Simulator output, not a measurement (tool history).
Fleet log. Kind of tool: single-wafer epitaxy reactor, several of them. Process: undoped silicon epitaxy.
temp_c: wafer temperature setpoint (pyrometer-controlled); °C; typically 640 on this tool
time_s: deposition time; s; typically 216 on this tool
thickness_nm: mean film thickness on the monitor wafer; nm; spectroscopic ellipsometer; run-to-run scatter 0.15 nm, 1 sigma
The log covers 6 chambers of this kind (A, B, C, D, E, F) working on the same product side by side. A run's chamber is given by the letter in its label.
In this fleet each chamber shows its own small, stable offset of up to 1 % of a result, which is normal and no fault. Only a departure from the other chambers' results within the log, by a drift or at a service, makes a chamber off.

| run | day | temp_c | time_s | read-back reference wafer on the same gauge, thickness_nm | thickness_nm |
|---|---|---|---|---|---|
| 1A | 0.233 | 640 | 216 | 29.369 | 28.986 |
| 2F | 0.433 | 640 | 216 | 29.395 | 29.245 |
| 3C | 0.646 | 640 | 216 | 29.419 | 29.519 |
| 4E | 0.912 | 640 | 216 | 29.389 | 29.074 |
| 5D | 1.117 | 640 | 191 | 29.408 | 25.969 |
| 6B | 1.358 | 640 | 191 | 29.414 | 25.368 |
| 7E | 1.521 | 640 | 191 | 29.405 | 25.898 |
| 8B | 1.75 | 640 | 191 | 29.424 | 25.581 |
| 9C | 2.071 | 640 | 191 | 29.403 | 26.009 |
| 10A | 2.342 | 640 | 191 | 29.376 | 25.518 |
| 11D | 2.6 | 640 | 216 | 29.435 | 29.316 |
| 12F | 2.85 | 640 | 216 | 29.389 | 29.118 |
| 13F | 3.1 | 640 | 216 | 29.389 | 29.233 |
| 14C | 3.425 | 640 | 216 | 29.386 | 29.249 |
| 15A | 3.65 | 640 | 216 | 29.403 | 29.067 |
| 16D | 3.983 | 640 | 216 | 29.415 | 29.491 |
| 17B | 4.308 | 640 | 216 | 29.371 | 28.935 |
|  | 4.517 | chamber C: pyrometer calibrated |
| 18E | 4.642 | 640 | 216 | 29.383 | 29.275 |
| 19E | 4.946 | 640 | 216 | 29.386 | 29.267 |
| 20A | 5.217 | 640 | 216 | 29.412 | 29.051 |
| 21C | 5.392 | 640 | 216 | 29.358 | 30.496 |
| 22B | 5.596 | 640 | 216 | 29.42 | 28.842 |
| 23D | 5.767 | 640 | 216 | 29.401 | 29.279 |
| 24F | 5.983 | 640 | 216 | 29.391 | 29.242 |
| 25B | 6.188 | 640 | 216 | 29.385 | 28.842 |
| 26E | 6.346 | 645 | 216 | 29.439 | 32.678 |
| 27A | 6.654 | 645 | 216 | 29.351 | 32.525 |
| 28F | 6.867 | 645 | 216 | 29.376 | 32.771 |
| 29D | 7.096 | 645 | 216 | 29.388 | 32.72 |
| 30C | 7.312 | 645 | 216 | 29.404 | 33.839 |
| 31E | 7.6 | 645 | 216 | 29.389 | 32.954 |
| 32A | 7.812 | 627 | 202 | 29.437 | 20.184 |
| 33F | 8.092 | 627 | 202 | 29.395 | 20.356 |
| 34C | 8.304 | 627 | 202 | 29.371 | 21.186 |
| 35D | 8.579 | 627 | 202 | 29.362 | 20.375 |
| 36B | 8.783 | 627 | 202 | 29.386 | 20.47 |
| 37D | 9.117 | 627 | 202 | 29.368 | 20.387 |
| 38C | 9.4 | 640 | 216 | 29.425 | 30.339 |
| 39F | 9.725 | 640 | 216 | 29.365 | 29.281 |
| 40E | 9.962 | 640 | 216 | 29.396 | 29.237 |
| 41A | 10.271 | 653 | 192 | 29.456 | 34.617 |
| 42B | 10.529 | 653 | 192 | 29.425 | 33.845 |

One chamber off, gauge drift, or nothing amiss beyond the chambers' own small offsets? If it is a chamber, which one, and what is the likeliest cause?

After it was serviced, chamber C no longer matches the other chambers.
Cause: wafer temperature above the value expected at the setpoint (K) = 1.5.

Below are 4 candidate recipes for chamber C's next run, each the usual settings with a change, their results shown as question marks. Which of them brings C's results back in line with what the other chambers give on the usual settings?
Maximum distance from the other chambers' mean on the usual settings for a result to count as in line: thickness_nm 0.51 nm
| 43C-1 | 10.767 | 640 | 218 |  | ? |
| 43C-2 | 10.767 | 640 | 215 |  | ? |
| 43C-3 | 10.767 | 640 | 207 |  | ? |
| 43C-4 | 10.767 | 640 | 225 |  | ? |

Other chambers, usual settings, mean: thickness_nm 29.169 nm
| run | thickness_nm |
|---|---|
| 43C-1 | 30.666 |
| 43C-2 | 30.244 |
| 43C-3 | 29.119 |
| 43C-4 | 31.651 |
43C-3 brings the chamber back in line.
